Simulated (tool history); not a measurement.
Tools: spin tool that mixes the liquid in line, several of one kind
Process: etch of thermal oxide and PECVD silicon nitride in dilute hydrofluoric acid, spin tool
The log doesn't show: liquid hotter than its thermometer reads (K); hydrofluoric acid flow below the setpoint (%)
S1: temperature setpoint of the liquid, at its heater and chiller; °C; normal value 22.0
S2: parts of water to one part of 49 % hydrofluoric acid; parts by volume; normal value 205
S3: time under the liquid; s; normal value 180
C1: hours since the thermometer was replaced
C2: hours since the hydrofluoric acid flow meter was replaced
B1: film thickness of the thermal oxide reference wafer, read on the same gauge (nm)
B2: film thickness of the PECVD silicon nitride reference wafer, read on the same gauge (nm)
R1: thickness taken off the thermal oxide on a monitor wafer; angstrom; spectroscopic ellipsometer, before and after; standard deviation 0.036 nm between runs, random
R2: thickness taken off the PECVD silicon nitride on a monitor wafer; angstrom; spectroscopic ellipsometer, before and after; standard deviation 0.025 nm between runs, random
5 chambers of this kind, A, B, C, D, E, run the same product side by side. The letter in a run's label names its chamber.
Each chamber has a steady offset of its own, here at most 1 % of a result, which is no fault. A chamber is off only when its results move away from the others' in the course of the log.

run	hour	S1	S2	S3	C1	C2	B1	B2	R1	R2
1B	14.5	22.0	205	180	840.0	1176.5	80.016	39.986	35.683	39.273
2C	22.7	22.0	205	180	2068.6	690.7	80.010	40.041	36.144	39.421
3E	37.4	22.0	205	180	275.4	776.6	80.031	40.015	36.119	39.575
4A	44.6	22.0	205	180	397.0	948.9	79.987	39.957	35.605	38.954
5D	55.5	22.0	285	215	1975.0	865.8	80.024	40.006	28.079	34.059
6B	66.5	22.0	285	215	892.0	1228.5	80.002	40.023	27.754	33.553
7D	77.4	22.0	285	215	1996.9	887.7	79.990	39.993	27.702	34.287
8E	85.7	22.0	285	215	323.7	824.9	80.002	40.000	28.387	33.587
9C	97.4	22.0	285	215	2143.3	765.4	79.987	39.996	28.581	34.133
10A	105.3	22.0	205	180	457.7	1009.6	80.021	40.011	35.476	38.977
# hour 106.4: chamber E: hydrofluoric acid flow meter replaced
11D	120.0	22.0	205	180	2039.5	930.3	79.997	40.041	35.683	39.519
12E	127.1	22.0	205	180	365.1	20.7	79.981	40.014	35.955	39.124
13B	139.3	26.0	205	180	964.8	1301.3	79.994	39.977	40.568	49.890
14A	147.5	26.0	205	180	499.9	1051.8	80.023	39.975	42.170	50.327
15C	154.4	26.0	205	180	2200.3	822.4	80.018	39.983	42.755	51.355
16E	163.2	26.0	205	180	401.2	56.8	80.016	39.994	41.826	50.708
17B	173.0	26.0	205	180	998.5	1335.0	79.983	40.012	40.860	49.647
18A	187.5	22.0	205	180	539.9	1091.8	80.010	40.012	35.609	39.405
19D	199.8	22.0	205	180	2119.3	1010.1	79.996	40.001	35.877	39.482
20C	214.0	22.0	205	180	2259.9	882.0	79.985	39.981	36.201	39.501
21D	225.9	22.0	205	140	2145.4	1036.2	80.013	40.024	27.633	30.401
# hour 239.0: chamber A: hydrofluoric acid flow meter replaced
22E	241.5	22.0	205	140	479.5	135.1	79.993	40.019	28.108	30.963
# hour 242.2: chamber C: hydrofluoric acid flow meter replaced
# hour 242.2: chamber D: hydrofluoric acid flow meter replaced
# hour 247.3: chamber E: thermometer replaced
23B	251.8	22.0	205	140	1077.3	1413.8	79.994	40.007	26.704	29.552
24A	264.4	22.0	205	140	616.8	25.4	80.000	39.993	28.154	30.065
# hour 268.7: chamber C: thermometer replaced
25C	273.4	22.0	205	140	4.7	31.2	79.978	39.970	27.192	30.342
26D	283.7	22.0	205	180	2203.2	41.5	80.017	39.973	35.626	39.210
27B	294.9	22.0	205	180	1120.4	1456.9	79.977	40.017	34.261	37.588
28E	308.0	22.0	205	180	60.8	201.6	80.002	40.013	35.069	39.155
29A	318.3	22.0	205	180	670.7	79.3	79.979	39.997	35.284	39.093
30C	326.1	22.0	205	180	57.4	83.9	80.007	39.976	36.152	39.250
31D	338.4	22.0	205	180	2257.9	96.2	79.975	39.977	35.211	39.633
32A	351.3	22.0	205	245	703.7	112.3	80.000	40.017	48.393	53.603
33C	361.0	22.0	205	245	92.3	118.8	80.017	40.006	48.480	53.438
34E	369.0	22.0	205	245	121.8	262.6	80.006	40.010	47.608	52.979

Has any chamber moved away from the others, gradually or after a service, or does the common gauge drift, or do the chambers differ only by their own small steady offsets? State the chamber and the most likely cause if one applies.

Little by little, chamber B moves away from the other chambers.
What lies behind it: hydrofluoric acid flow below the setpoint (%) = 5.55.

Chamber B could run next with any of the 4 candidate recipes listed below; each alters the usual settings, and their results appear as question marks. Which one brings its results back in line with what the other chambers deliver on the usual settings?
In line here means within this much of the mean the other chambers give on the usual settings: R1 1.300 angstrom; R2 0.860 angstrom
35B-1	380.4	22.0	200	185					?	?
35B-2	380.4	22.0	195	190					?	?
35B-3	380.4	22.0	215	170					?	?
35B-4	380.4	22.0	210	175					?	?

The mean the other chambers reach with the usual settings: R1 35.725 angstrom; R2 39.220 angstrom
run	R1	R2
35B-1	35.563	39.127
35B-2	37.680	41.210
35B-3	29.878	33.459
35B-4	31.669	35.258
The right change is 35B-1: it brings the chamber back within the allowed miss of the others.
